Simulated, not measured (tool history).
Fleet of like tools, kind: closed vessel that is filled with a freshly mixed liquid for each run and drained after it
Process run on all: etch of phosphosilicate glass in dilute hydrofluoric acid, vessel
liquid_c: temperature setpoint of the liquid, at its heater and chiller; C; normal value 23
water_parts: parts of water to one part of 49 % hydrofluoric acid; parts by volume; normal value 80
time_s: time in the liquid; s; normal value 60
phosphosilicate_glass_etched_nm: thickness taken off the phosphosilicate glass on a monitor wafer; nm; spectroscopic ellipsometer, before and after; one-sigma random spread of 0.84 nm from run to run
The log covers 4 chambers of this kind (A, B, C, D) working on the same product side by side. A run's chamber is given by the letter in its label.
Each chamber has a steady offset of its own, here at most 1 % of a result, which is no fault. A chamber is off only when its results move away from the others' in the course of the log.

run	hour	liquid_c	water_parts	time_s	hours since the thermometer was replaced	hours since the hydrofluoric acid flow meter was replaced	read-back film thickness of the phosphosilicate glass reference wafer, read on the same gauge (nm)	phosphosilicate_glass_etched_nm
1B	2.4	23	80	60	166.8	1640.3	69.995	142.26
2C	6.4	23	80	60	307.9	94.0	70.027	142.34
3D	10.5	23	80	60	1018.7	1520.0	70.025	142.19
4A	13.1	23	80	60	44.8	398.4	69.987	141.65
5C	15.1	23	80	60	316.6	102.7	69.939	141.67
6D	18.9	23	80	60	1027.1	1528.4	70.000	140.71
7B	22.9	23	80	60	187.3	1660.8	70.012	141.85
8A	25.9	23	100	80	57.6	411.2	69.980	147.97
# hour 27.4: chamber D: hydrofluoric acid flow meter replaced
9D	28.6	23	100	80	1036.8	1.3	69.975	146.74
10C	31.3	23	100	80	332.8	118.9	69.978	149.01
11B	35.2	23	100	80	199.6	1673.1	70.006	147.32
12A	38.2	28	55	60	69.9	423.5	70.021	258.78
13A	40.4	28	55	60	72.1	425.7	70.013	259.52
14B	44.6	28	55	60	209.0	1682.5	69.942	263.61
15D	48.5	28	55	60	1056.7	21.2	70.030	258.28
16C	52.2	23	80	60	353.7	139.8	70.031	142.65
17C	56.4	23	80	60	357.9	144.0	70.052	142.63
18A	58.5	23	80	60	90.2	443.8	70.032	138.03
19D	62.1	23	80	60	1070.3	34.8	70.040	141.27
20B	65.1	23	80	60	229.5	1703.0	69.986	141.55
21B	68.3	23	80	60	232.7	1706.2	70.000	141.97
22C	72.5	23	80	60	374.0	160.1	69.985	142.13
23D	76.0	23	80	60	1084.2	48.7	70.008	141.34
24A	79.0	23	80	60	110.7	464.3	69.988	135.65

All 4 chambers run these settings next. Forecast each chamber's results:
25A	82.1	23	80	70				?
25B	82.1	23	80	70				?
25C	82.1	23	80	70				?
25D	82.1	23	80	70				?

run	phosphosilicate_glass_etched_nm
25A	159.81
25B	165.92
25C	166.01
25D	165.81
